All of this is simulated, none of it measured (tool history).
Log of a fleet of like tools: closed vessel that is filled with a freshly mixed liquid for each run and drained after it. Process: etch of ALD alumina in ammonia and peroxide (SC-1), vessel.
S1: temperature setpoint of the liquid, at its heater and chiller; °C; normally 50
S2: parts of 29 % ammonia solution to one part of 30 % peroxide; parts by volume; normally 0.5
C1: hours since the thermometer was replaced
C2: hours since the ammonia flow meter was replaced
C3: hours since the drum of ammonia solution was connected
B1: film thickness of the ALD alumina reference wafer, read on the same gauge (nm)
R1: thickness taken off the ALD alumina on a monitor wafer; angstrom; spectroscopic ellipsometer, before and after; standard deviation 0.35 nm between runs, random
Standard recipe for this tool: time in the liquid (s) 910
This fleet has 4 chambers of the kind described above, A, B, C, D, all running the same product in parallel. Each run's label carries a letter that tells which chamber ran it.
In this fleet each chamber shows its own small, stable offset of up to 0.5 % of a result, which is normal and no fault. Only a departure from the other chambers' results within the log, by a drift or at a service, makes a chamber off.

{"run": "1C", "day": 0.333, "S1": 50, "S2": 0.5, "time in the liquid (s)": 910, "C1": 1546.9, "C2": 575.7, "C3": 156.3, "B1": 100.01, "R1": 471.17}
{"run": "2D", "day": 0.942, "S1": 50, "S2": 0.5, "time in the liquid (s)": 910, "C1": 109.6, "C2": 1041.4, "C3": 45.1, "B1": 99.974, "R1": 463.21}
{"run": "3B", "day": 1.358, "S1": 50, "S2": 0.5, "time in the liquid (s)": 910, "C1": 595.3, "C2": 491.2, "C3": 75.2, "B1": 99.972, "R1": 464.99}
{"run": "4A", "day": 1.692, "S1": 50, "S2": 0.5, "time in the liquid (s)": 910, "C1": 625.8, "C2": 870.7, "C3": 262, "B1": 100.02, "R1": 468.85}
{"day": 2.125, "done": "chamber C: thermometer replaced"}
{"run": "5D", "day": 2.279, "S1": 50, "S2": 0.5, "time in the liquid (s)": 910, "C1": 141.7, "C2": 1073.5, "C3": 77.2, "B1": 100.01, "R1": 458.27}
{"run": "6B", "day": 2.883, "S1": 50, "S2": 0.5, "time in the liquid (s)": 910, "C1": 631.9, "C2": 527.8, "C3": 111.8, "B1": 99.969, "R1": 466.58}
{"run": "7A", "day": 3.4, "S1": 50, "S2": 0.5, "time in the liquid (s)": 910, "C1": 666.8, "C2": 911.7, "C3": 303, "B1": 99.983, "R1": 474.21}
{"run": "8C", "day": 3.792, "S1": 50, "S2": 0.5, "time in the liquid (s)": 1085, "C1": 40.1, "C2": 658.7, "C3": 239.3, "B1": 99.964, "R1": 561.66}
{"run": "9A", "day": 4.358, "S1": 50, "S2": 0.5, "time in the liquid (s)": 1085, "C1": 689.8, "C2": 934.7, "C3": 326, "B1": 99.992, "R1": 545.96}
{"run": "10D", "day": 5.025, "S1": 50, "S2": 0.5, "time in the liquid (s)": 1085, "C1": 207.6, "C2": 1139.4, "C3": 143.1, "B1": 100.01, "R1": 548.82}
{"run": "11C", "day": 5.592, "S1": 50, "S2": 0.5, "time in the liquid (s)": 1085, "C1": 83.3, "C2": 701.9, "C3": 282.5, "B1": 99.995, "R1": 556.61}
{"day": 5.604, "done": "chamber A: new drum of ammonia solution connected"}
{"run": "12B", "day": 6.038, "S1": 58, "S2": 0.4, "time in the liquid (s)": 910, "C1": 707.6, "C2": 603.5, "C3": 187.5, "B1": 99.972, "R1": 689.85}
{"day": 6.208, "done": "chamber C: ammonia flow meter replaced"}
{"run": "13A", "day": 6.65, "S1": 58, "S2": 0.4, "time in the liquid (s)": 910, "C1": 744.8, "C2": 989.7, "C3": 25.1, "B1": 99.976, "R1": 691.18}
{"run": "14C", "day": 7.275, "S1": 58, "S2": 0.4, "time in the liquid (s)": 910, "C1": 123.7, "C2": 25.7, "C3": 322.9, "B1": 100.01, "R1": 693.52}
{"run": "15D", "day": 7.929, "S1": 58, "S2": 0.4, "time in the liquid (s)": 910, "C1": 277.3, "C2": 1209.1, "C3": 212.8, "B1": 99.959, "R1": 703.84}
{"day": 8.342, "done": "chamber B: new drum of ammonia solution connected"}
{"run": "16B", "day": 8.554, "S1": 50, "S2": 0.3, "time in the liquid (s)": 910, "C1": 768, "C2": 663.9, "C3": 5.2, "B1": 99.979, "R1": 445.11}
{"run": "17B", "day": 9.004, "S1": 50, "S2": 0.3, "time in the liquid (s)": 910, "C1": 778.8, "C2": 674.7, "C3": 16, "B1": 100.03, "R1": 446.27}
{"run": "18A", "day": 9.596, "S1": 50, "S2": 0.3, "time in the liquid (s)": 910, "C1": 815.5, "C2": 1060.4, "C3": 95.8, "B1": 100.02, "R1": 443.41}
{"run": "19D", "day": 9.917, "S1": 50, "S2": 0.3, "time in the liquid (s)": 910, "C1": 325, "C2": 1256.8, "C3": 260.5, "B1": 99.967, "R1": 444.3}
{"run": "20C", "day": 10.267, "S1": 50, "S2": 0.5, "time in the liquid (s)": 910, "C1": 195.5, "C2": 97.5, "C3": 394.7, "B1": 99.97, "R1": 466.15}
{"run": "21B", "day": 10.829, "S1": 50, "S2": 0.5, "time in the liquid (s)": 910, "C1": 822.6, "C2": 718.5, "C3": 59.8, "B1": 100.02, "R1": 457.05}
{"run": "22D", "day": 11.4, "S1": 50, "S2": 0.5, "time in the liquid (s)": 910, "C1": 360.6, "C2": 1292.4, "C3": 296.1, "B1": 100.01, "R1": 465.12}
{"run": "23A", "day": 11.904, "S1": 50, "S2": 0.5, "time in the liquid (s)": 910, "C1": 870.9, "C2": 1115.8, "C3": 151.2, "B1": 100.02, "R1": 463.79}
{"run": "24C", "day": 12.354, "S1": 50, "S2": 0.5, "time in the liquid (s)": 910, "C1": 245.6, "C2": 147.6, "C3": 444.8, "B1": 100.05, "R1": 464.94}
{"run": "25D", "day": 12.704, "S1": 50, "S2": 0.5, "time in the liquid (s)": 910, "C1": 391.9, "C2": 1323.7, "C3": 327.4, "B1": 100.04, "R1": 465.25}
{"run": "26A", "day": 13.042, "S1": 40, "S2": 0.5, "time in the liquid (s)": 910, "C1": 898.2, "C2": 1143.1, "C3": 178.5, "B1": 99.986, "R1": 262.53}
{"run": "27B", "day": 13.546, "S1": 40, "S2": 0.5, "time in the liquid (s)": 910, "C1": 887.8, "C2": 783.7, "C3": 125, "B1": 99.986, "R1": 259.53}
{"run": "28C", "day": 14.133, "S1": 40, "S2": 0.5, "time in the liquid (s)": 910, "C1": 288.3, "C2": 190.3, "C3": 487.5, "B1": 100.03, "R1": 267.99}

Next, all 4 chambers run the settings below, one line each with question marks for the results. What does each chamber give?
{"run": "29A", "day": 14.625, "S1": 47, "S2": 0.5, "time in the liquid (s)": 910, "R1": "?"}
{"run": "29B", "day": 14.625, "S1": 47, "S2": 0.5, "time in the liquid (s)": 910, "R1": "?"}
{"run": "29C", "day": 14.625, "S1": 47, "S2": 0.5, "time in the liquid (s)": 910, "R1": "?"}
{"run": "29D", "day": 14.625, "S1": 47, "S2": 0.5, "time in the liquid (s)": 910, "R1": "?"}

run=29A R1=392.64
run=29B R1=393.01
run=29C R1=400.91
run=29D R1=388.22
